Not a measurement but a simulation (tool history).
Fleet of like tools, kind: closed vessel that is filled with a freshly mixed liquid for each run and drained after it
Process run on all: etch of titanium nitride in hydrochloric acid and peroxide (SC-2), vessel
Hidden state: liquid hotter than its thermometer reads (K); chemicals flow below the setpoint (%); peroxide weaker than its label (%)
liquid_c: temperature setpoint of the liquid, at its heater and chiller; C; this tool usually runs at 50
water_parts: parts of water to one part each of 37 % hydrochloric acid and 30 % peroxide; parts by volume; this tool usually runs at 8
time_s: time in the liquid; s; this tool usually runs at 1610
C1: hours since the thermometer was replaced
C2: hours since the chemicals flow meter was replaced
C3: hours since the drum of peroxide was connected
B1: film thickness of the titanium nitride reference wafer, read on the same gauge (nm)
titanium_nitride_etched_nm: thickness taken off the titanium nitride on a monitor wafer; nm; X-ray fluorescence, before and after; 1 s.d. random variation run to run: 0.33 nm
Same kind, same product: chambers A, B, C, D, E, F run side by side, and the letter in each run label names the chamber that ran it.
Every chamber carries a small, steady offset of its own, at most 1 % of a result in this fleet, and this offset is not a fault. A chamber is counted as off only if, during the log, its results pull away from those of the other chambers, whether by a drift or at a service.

run 1E day=0.383 | liquid_c=50 water_parts=8 time_s=1610 | C1=336.3 C2=18.1 C3=474.6 | B1=150.01 | titanium_nitride_etched_nm=36.006
run 2A day=0.75 | liquid_c=50 water_parts=8 time_s=1610 | C1=2804.5 C2=761.5 C3=411.9 | B1=150 | titanium_nitride_etched_nm=36.061
run 3D day=1.008 | liquid_c=50 water_parts=8 time_s=1610 | C1=991.5 C2=340.9 C3=269.6 | B1=149.98 | titanium_nitride_etched_nm=36.236
run 4F day=1.396 | liquid_c=50 water_parts=8 time_s=1610 | C1=1546.4 C2=325.8 C3=103.4 | B1=149.99 | titanium_nitride_etched_nm=35.168
run 5C day=1.662 | liquid_c=50 water_parts=8 time_s=1610 | C1=413.6 C2=1649.6 C3=179.5 | B1=150.02 | titanium_nitride_etched_nm=36.834
run 6B day=1.996 | liquid_c=50 water_parts=8 time_s=1610 | C1=62.4 C2=342.3 C3=500.3 | B1=149.99 | titanium_nitride_etched_nm=36.514
-- day=2.254 chamber D: new drum of peroxide connected
run 7D day=2.362 | liquid_c=58 water_parts=8 time_s=1610 | C1=1024 C2=373.4 C3=2.6 | B1=149.98 | titanium_nitride_etched_nm=60.752
run 8C day=2.646 | liquid_c=58 water_parts=8 time_s=1610 | C1=437.2 C2=1673.2 C3=203.1 | B1=150.01 | titanium_nitride_etched_nm=61.812
run 9A day=3.075 | liquid_c=58 water_parts=8 time_s=1610 | C1=2860.3 C2=817.3 C3=467.7 | B1=150 | titanium_nitride_etched_nm=60.053
run 10F day=3.396 | liquid_c=58 water_parts=8 time_s=1610 | C1=1594.4 C2=373.8 C3=151.4 | B1=150.04 | titanium_nitride_etched_nm=60.406
run 11B day=3.596 | liquid_c=58 water_parts=8 time_s=1610 | C1=100.8 C2=380.7 C3=538.7 | B1=149.99 | titanium_nitride_etched_nm=61.368
run 12E day=3.85 | liquid_c=58 water_parts=8 time_s=1610 | C1=419.5 C2=101.3 C3=557.8 | B1=149.99 | titanium_nitride_etched_nm=59.226
run 13A day=4.15 | liquid_c=50 water_parts=8 time_s=1610 | C1=2886.1 C2=843.1 C3=493.5 | B1=149.98 | titanium_nitride_etched_nm=35.491
-- day=4.442 chamber D: thermometer replaced
run 14F day=4.488 | liquid_c=50 water_parts=8 time_s=1610 | C1=1620.6 C2=400 C3=177.6 | B1=150.01 | titanium_nitride_etched_nm=36.132
run 15C day=4.767 | liquid_c=50 water_parts=9.5 time_s=1935 | C1=488.1 C2=1724.1 C3=254 | B1=149.98 | titanium_nitride_etched_nm=37.459
run 16D day=5.033 | liquid_c=50 water_parts=9.5 time_s=1935 | C1=14.2 C2=437.5 C3=66.7 | B1=150 | titanium_nitride_etched_nm=37.63
run 17B day=5.25 | liquid_c=50 water_parts=9.5 time_s=1935 | C1=140.5 C2=420.4 C3=578.4 | B1=149.99 | titanium_nitride_etched_nm=37.641
run 18E day=5.567 | liquid_c=50 water_parts=9.5 time_s=1935 | C1=460.7 C2=142.5 C3=599 | B1=150.01 | titanium_nitride_etched_nm=37.589
run 19C day=5.771 | liquid_c=50 water_parts=9.5 time_s=1935 | C1=512.2 C2=1748.2 C3=278.1 | B1=150 | titanium_nitride_etched_nm=38.952
-- day=5.938 chamber D: chemicals flow meter replaced
run 20F day=6.133 | liquid_c=50 water_parts=9.5 time_s=1935 | C1=1660.1 C2=439.5 C3=217.1 | B1=150.02 | titanium_nitride_etched_nm=37.403
-- day=6.346 chamber A: thermometer replaced
run 21D day=6.371 | liquid_c=50 water_parts=8 time_s=1610 | C1=46.3 C2=10.4 C3=98.8 | B1=150.02 | titanium_nitride_etched_nm=36.254
run 22A day=6.775 | liquid_c=50 water_parts=8 time_s=1610 | C1=10.3 C2=906.1 C3=556.5 | B1=149.97 | titanium_nitride_etched_nm=35.619
run 23E day=6.992 | liquid_c=50 water_parts=8 time_s=1610 | C1=494.9 C2=176.7 C3=633.2 | B1=150.02 | titanium_nitride_etched_nm=35.64
run 24B day=7.204 | liquid_c=50 water_parts=8 time_s=1610 | C1=187.4 C2=467.3 C3=625.3 | B1=149.98 | titanium_nitride_etched_nm=36.158
run 25E day=7.508 | liquid_c=50 water_parts=8 time_s=1610 | C1=507.3 C2=189.1 C3=645.6 | B1=149.98 | titanium_nitride_etched_nm=36.033
run 26F day=7.846 | liquid_c=50 water_parts=8 time_s=1610 | C1=1701.2 C2=480.6 C3=258.2 | B1=150.01 | titanium_nitride_etched_nm=35.671
run 27D day=8.075 | liquid_c=55 water_parts=8 time_s=2400 | C1=87.2 C2=51.3 C3=139.7 | B1=149.99 | titanium_nitride_etched_nm=74.159
run 28C day=8.275 | liquid_c=55 water_parts=8 time_s=2400 | C1=572.3 C2=1808.3 C3=338.2 | B1=150 | titanium_nitride_etched_nm=80.106
run 29A day=8.667 | liquid_c=55 water_parts=8 time_s=2400 | C1=55.7 C2=951.5 C3=601.9 | B1=150 | titanium_nitride_etched_nm=73.598
run 30B day=8.888 | liquid_c=55 water_parts=8 time_s=2400 | C1=227.8 C2=507.7 C3=665.7 | B1=150.02 | titanium_nitride_etched_nm=76.207
run 31C day=9.258 | liquid_c=55 water_parts=8 time_s=2400 | C1=595.9 C2=1831.9 C3=361.8 | B1=150 | titanium_nitride_etched_nm=79.808
run 32E day=9.538 | liquid_c=55 water_parts=8 time_s=2400 | C1=556 C2=237.8 C3=694.3 | B1=149.98 | titanium_nitride_etched_nm=73.031
run 33A day=9.883 | liquid_c=50 water_parts=8 time_s=1610 | C1=84.9 C2=980.7 C3=631.1 | B1=150.01 | titanium_nitride_etched_nm=36.088
run 34B day=10.192 | liquid_c=50 water_parts=8 time_s=1610 | C1=259.1 C2=539 C3=697 | B1=150.03 | titanium_nitride_etched_nm=36.228
run 35F day=10.592 | liquid_c=50 water_parts=8 time_s=1610 | C1=1767.1 C2=546.5 C3=324.1 | B1=150 | titanium_nitride_etched_nm=35.537
run 36D day=10.825 | liquid_c=50 water_parts=11 time_s=1610 | C1=153.2 C2=117.3 C3=205.7 | B1=149.99 | titanium_nitride_etched_nm=27.795
run 37A day=11.242 | liquid_c=50 water_parts=11 time_s=1610 | C1=117.5 C2=1013.3 C3=663.7 | B1=150 | titanium_nitride_etched_nm=27.394
run 38D day=11.454 | liquid_c=50 water_parts=11 time_s=1610 | C1=168.3 C2=132.4 C3=220.8 | B1=149.98 | titanium_nitride_etched_nm=28.121
run 39F day=11.708 | liquid_c=50 water_parts=11 time_s=1610 | C1=1793.9 C2=573.3 C3=350.9 | B1=150.02 | titanium_nitride_etched_nm=27.808
run 40B day=11.992 | liquid_c=50 water_parts=11 time_s=1610 | C1=302.3 C2=582.2 C3=740.2 | B1=150.01 | titanium_nitride_etched_nm=27.491
run 41C day=12.329 | liquid_c=50 water_parts=11 time_s=1610 | C1=669.6 C2=1905.6 C3=435.5 | B1=150 | titanium_nitride_etched_nm=31.183
run 42E day=12.75 | liquid_c=50 water_parts=8 time_s=1610 | C1=633.1 C2=314.9 C3=771.4 | B1=150.02 | titanium_nitride_etched_nm=35.377

For the next run the whole fleet of 6 chambers uses the same settings. Give each chamber's results:
run 43A day=13.058 | liquid_c=50 water_parts=8 time_s=1610 | titanium_nitride_etched_nm=?
run 43B day=13.058 | liquid_c=50 water_parts=8 time_s=1610 | titanium_nitride_etched_nm=?
run 43C day=13.058 | liquid_c=50 water_parts=8 time_s=1610 | titanium_nitride_etched_nm=?
run 43D day=13.058 | liquid_c=50 water_parts=8 time_s=1610 | titanium_nitride_etched_nm=?
run 43E day=13.058 | liquid_c=50 water_parts=8 time_s=1610 | titanium_nitride_etched_nm=?
run 43F day=13.058 | liquid_c=50 water_parts=8 time_s=1610 | titanium_nitride_etched_nm=?

run=43A titanium_nitride_etched_nm=35.76
run=43B titanium_nitride_etched_nm=36.655
run=43C titanium_nitride_etched_nm=41.129
run=43D titanium_nitride_etched_nm=36.115
run=43E titanium_nitride_etched_nm=35.239
run=43F titanium_nitride_etched_nm=35.96
